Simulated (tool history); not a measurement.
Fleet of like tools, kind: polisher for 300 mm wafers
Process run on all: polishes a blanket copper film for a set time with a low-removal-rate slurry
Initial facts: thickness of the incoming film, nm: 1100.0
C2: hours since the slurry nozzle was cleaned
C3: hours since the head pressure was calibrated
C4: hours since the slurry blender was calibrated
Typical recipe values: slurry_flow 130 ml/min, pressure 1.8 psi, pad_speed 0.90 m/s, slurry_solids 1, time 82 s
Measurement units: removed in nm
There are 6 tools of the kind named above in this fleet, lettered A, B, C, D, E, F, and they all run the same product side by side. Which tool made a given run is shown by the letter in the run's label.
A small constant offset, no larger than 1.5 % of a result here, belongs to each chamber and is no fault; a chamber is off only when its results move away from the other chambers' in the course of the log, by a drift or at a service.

-- hour=3.2 chamber A: worn pad replaced by a new one
run 1E hour=5.1 | slurry_flow=130 pressure=1.8 pad_speed=0.90 slurry_solids=1 time=82 | wafers_polished_on_this_pad=481 C2=197.7 C3=20.9 C4=47.6 | removed=157.58
run 2A hour=9.7 | slurry_flow=130 pressure=1.8 pad_speed=0.90 slurry_solids=1 time=82 | wafers_polished_on_this_pad=54 C2=25.1 C3=152.6 C4=114.1 | removed=156.53
run 3F hour=14.4 | slurry_flow=130 pressure=1.8 pad_speed=0.90 slurry_solids=1 time=82 | wafers_polished_on_this_pad=1198 C2=273.5 C3=598.5 C4=142.3 | removed=158.81
run 4D hour=18.5 | slurry_flow=130 pressure=1.8 pad_speed=0.90 slurry_solids=1 time=82 | wafers_polished_on_this_pad=283 C2=665.3 C3=145.0 C4=69.2 | removed=158.18
run 5B hour=24.0 | slurry_flow=130 pressure=1.8 pad_speed=0.90 slurry_solids=1 time=82 | wafers_polished_on_this_pad=253 C2=638.5 C3=478.0 C4=58.9 | removed=162.45
-- hour=28.6 chamber F: worn pad replaced by a new one
run 6C hour=28.8 | slurry_flow=130 pressure=1.8 pad_speed=0.90 slurry_solids=1 time=82 | wafers_polished_on_this_pad=386 C2=65.8 C3=394.7 C4=118.4 | removed=159.62
run 7E hour=32.7 | slurry_flow=130 pressure=2.2 pad_speed=0.90 slurry_solids=1 time=63 | wafers_polished_on_this_pad=712 C2=225.3 C3=48.5 C4=75.2 | removed=146.41
run 8D hour=38.1 | slurry_flow=130 pressure=2.2 pad_speed=0.90 slurry_solids=1 time=63 | wafers_polished_on_this_pad=447 C2=684.9 C3=164.6 C4=88.8 | removed=147.94
run 9B hour=42.0 | slurry_flow=130 pressure=2.2 pad_speed=0.90 slurry_solids=1 time=63 | wafers_polished_on_this_pad=403 C2=656.5 C3=496.0 C4=76.9 | removed=151.53
run 10F hour=48.2 | slurry_flow=130 pressure=2.2 pad_speed=0.90 slurry_solids=1 time=63 | wafers_polished_on_this_pad=164 C2=307.3 C3=632.3 C4=176.1 | removed=150.82
-- hour=50.8 chamber E: worn pad replaced by a new one
run 11C hour=54.4 | slurry_flow=130 pressure=2.2 pad_speed=0.90 slurry_solids=1 time=63 | wafers_polished_on_this_pad=600 C2=91.4 C3=420.3 C4=144.0 | removed=149.28
run 12A hour=58.8 | slurry_flow=130 pressure=2.2 pad_speed=0.90 slurry_solids=1 time=63 | wafers_polished_on_this_pad=465 C2=74.2 C3=201.7 C4=163.2 | removed=149.45
run 13C hour=62.8 | slurry_flow=130 pressure=1.8 pad_speed=0.90 slurry_solids=1 time=82 | wafers_polished_on_this_pad=670 C2=99.8 C3=428.7 C4=152.4 | removed=160.79
-- hour=65.4 chamber D: slurry blender recalibrated
-- hour=69.1 chamber A: slurry blender recalibrated
run 14A hour=69.7 | slurry_flow=130 pressure=1.8 pad_speed=0.90 slurry_solids=1 time=82 | wafers_polished_on_this_pad=556 C2=85.1 C3=212.6 C4=0.6 | removed=159.55
-- hour=74.1 chamber F: head pressure recalibrated
run 15F hour=75.0 | slurry_flow=145 pressure=1.8 pad_speed=0.90 slurry_solids=1 time=82 | wafers_polished_on_this_pad=388 C2=334.1 C3=0.9 C4=202.9 | removed=182.36
-- hour=77.3 chamber A: worn pad replaced by a new one
run 16B hour=79.4 | slurry_flow=145 pressure=1.8 pad_speed=0.90 slurry_solids=1 time=82 | wafers_polished_on_this_pad=716 C2=693.9 C3=533.4 C4=114.3 | removed=163.72
run 17E hour=83.0 | slurry_flow=145 pressure=1.8 pad_speed=0.90 slurry_solids=1 time=82 | wafers_polished_on_this_pad=269 C2=275.6 C3=98.8 C4=125.5 | removed=160.15
run 18D hour=89.5 | slurry_flow=145 pressure=1.8 pad_speed=0.90 slurry_solids=1 time=82 | wafers_polished_on_this_pad=877 C2=736.3 C3=216.0 C4=24.2 | removed=159.77
-- hour=91.2 chamber B: worn pad replaced by a new one
run 19E hour=96.5 | slurry_flow=145 pressure=1.8 pad_speed=0.90 slurry_solids=1 time=82 | wafers_polished_on_this_pad=382 C2=289.1 C3=112.3 C4=139.0 | removed=159.05
run 20C hour=99.6 | slurry_flow=145 pressure=1.8 pad_speed=0.90 slurry_solids=1 time=82 | wafers_polished_on_this_pad=978 C2=136.6 C3=465.5 C4=189.2 | removed=163.12
run 21F hour=104.3 | slurry_flow=130 pressure=1.8 pad_speed=0.90 slurry_solids=1 time=82 | wafers_polished_on_this_pad=633 C2=363.4 C3=30.2 C4=232.2 | removed=176.19
run 22A hour=110.5 | slurry_flow=130 pressure=1.8 pad_speed=0.90 slurry_solids=1 time=58 | wafers_polished_on_this_pad=278 C2=125.9 C3=253.4 C4=41.4 | removed=114.21
run 23B hour=113.7 | slurry_flow=130 pressure=1.8 pad_speed=0.90 slurry_solids=1 time=58 | wafers_polished_on_this_pad=188 C2=728.2 C3=567.7 C4=148.6 | removed=111.76
run 24D hour=120.4 | slurry_flow=130 pressure=1.8 pad_speed=0.90 slurry_solids=1 time=58 | wafers_polished_on_this_pad=1135 C2=767.2 C3=246.9 C4=55.1 | removed=112.78
-- hour=123.2 chamber B: slurry nozzle cleaned
run 25B hour=125.5 | slurry_flow=130 pressure=1.8 pad_speed=0.90 slurry_solids=1 time=58 | wafers_polished_on_this_pad=286 C2=2.3 C3=579.5 C4=160.4 | removed=112.56
-- hour=128.3 chamber D: worn pad replaced by a new one
run 26E hour=130.5 | slurry_flow=130 pressure=1.8 pad_speed=0.90 slurry_solids=1 time=58 | wafers_polished_on_this_pad=666 C2=323.1 C3=146.3 C4=173.0 | removed=110.63
run 27F hour=134.3 | slurry_flow=130 pressure=1.8 pad_speed=0.90 slurry_solids=1 time=58 | wafers_polished_on_this_pad=884 C2=393.4 C3=60.2 C4=262.2 | removed=124.94
-- hour=136.8 chamber E: slurry nozzle cleaned
-- hour=138.7 chamber A: worn pad replaced by a new one
run 28A hour=140.5 | slurry_flow=130 pressure=1.8 pad_speed=0.90 slurry_solids=1 time=82 | wafers_polished_on_this_pad=15 C2=155.9 C3=283.4 C4=71.4 | removed=161.33
run 29D hour=144.7 | slurry_flow=130 pressure=1.8 pad_speed=0.90 slurry_solids=1 time=82 | wafers_polished_on_this_pad=137 C2=791.5 C3=271.2 C4=79.4 | removed=158.31
run 30C hour=150.0 | slurry_flow=130 pressure=1.8 pad_speed=0.90 slurry_solids=1 time=82 | wafers_polished_on_this_pad=1399 C2=187.0 C3=515.9 C4=239.6 | removed=158.33
-- hour=150.3 chamber F: worn pad replaced by a new one
-- hour=152.8 chamber E: worn pad replaced by a new one
run 31D hour=153.3 | slurry_flow=130 pressure=1.8 pad_speed=0.90 slurry_solids=1 time=82 | wafers_polished_on_this_pad=209 C2=800.1 C3=279.8 C4=88.0 | removed=159.74
-- hour=157.3 chamber C: worn pad replaced by a new one
run 32F hour=158.5 | slurry_flow=100 pressure=1.8 pad_speed=1.08 slurry_solids=1 time=82 | wafers_polished_on_this_pad=68 C2=417.6 C3=84.4 C4=286.4 | removed=200.52
-- hour=158.9 chamber A: head pressure recalibrated
run 33A hour=162.4 | slurry_flow=100 pressure=1.8 pad_speed=1.08 slurry_solids=1 time=82 | wafers_polished_on_this_pad=198 C2=177.8 C3=3.5 C4=93.3 | removed=181.70
run 34E hour=167.2 | slurry_flow=100 pressure=1.8 pad_speed=1.08 slurry_solids=1 time=82 | wafers_polished_on_this_pad=121 C2=30.5 C3=183.0 C4=209.7 | removed=176.62
run 35B hour=173.2 | slurry_flow=100 pressure=1.8 pad_speed=1.08 slurry_solids=1 time=82 | wafers_polished_on_this_pad=685 C2=50.0 C3=627.2 C4=208.1 | removed=180.78
-- hour=177.6 chamber D: slurry blender recalibrated
run 36C hour=179.3 | slurry_flow=100 pressure=1.8 pad_speed=1.08 slurry_solids=1 time=82 | wafers_polished_on_this_pad=184 C2=216.3 C3=545.2 C4=268.9 | removed=177.97
-- hour=183.1 chamber B: slurry blender recalibrated
-- hour=183.6 chamber C: slurry blender recalibrated
run 37A hour=186.1 | slurry_flow=100 pressure=1.8 pad_speed=1.08 slurry_solids=1 time=82 | wafers_polished_on_this_pad=396 C2=201.5 C3=27.2 C4=117.0 | removed=183.38
-- hour=189.8 chamber F: slurry nozzle cleaned
run 38C hour=190.8 | slurry_flow=130 pressure=1.8 pad_speed=0.90 slurry_solids=1 time=82 | wafers_polished_on_this_pad=280 C2=227.8 C3=556.7 C4=7.3 | removed=156.88
-- hour=193.4 chamber B: worn pad replaced by a new one
run 39B hour=194.4 | slurry_flow=130 pressure=1.8 pad_speed=0.90 slurry_solids=1 time=82 | wafers_polished_on_this_pad=8 C2=71.2 C3=648.4 C4=11.3 | removed=157.32
run 40D hour=198.3 | slurry_flow=85 pressure=1.8 pad_speed=0.90 slurry_solids=1 time=82 | wafers_polished_on_this_pad=585 C2=845.1 C3=324.8 C4=20.7 | removed=143.28
run 41F hour=205.0 | slurry_flow=85 pressure=1.8 pad_speed=0.90 slurry_solids=1 time=82 | wafers_polished_on_this_pad=457 C2=15.3 C3=130.9 C4=332.9 | removed=159.30

All 6 chambers run these settings next. Forecast each chamber's results:
run 42A hour=210.0 | slurry_flow=130 pressure=1.4 pad_speed=0.90 slurry_solids=1 time=82 | removed=?
run 42B hour=210.0 | slurry_flow=130 pressure=1.4 pad_speed=0.90 slurry_solids=1 time=82 | removed=?
run 42C hour=210.0 | slurry_flow=130 pressure=1.4 pad_speed=0.90 slurry_solids=1 time=82 | removed=?
run 42D hour=210.0 | slurry_flow=130 pressure=1.4 pad_speed=0.90 slurry_solids=1 time=82 | removed=?
run 42E hour=210.0 | slurry_flow=130 pressure=1.4 pad_speed=0.90 slurry_solids=1 time=82 | removed=?
run 42F hour=210.0 | slurry_flow=130 pressure=1.4 pad_speed=0.90 slurry_solids=1 time=82 | removed=?

run=42A removed=122.41
run=42B removed=123.08
run=42C removed=122.54
run=42D removed=122.93
run=42E removed=122.81
run=42F removed=138.67
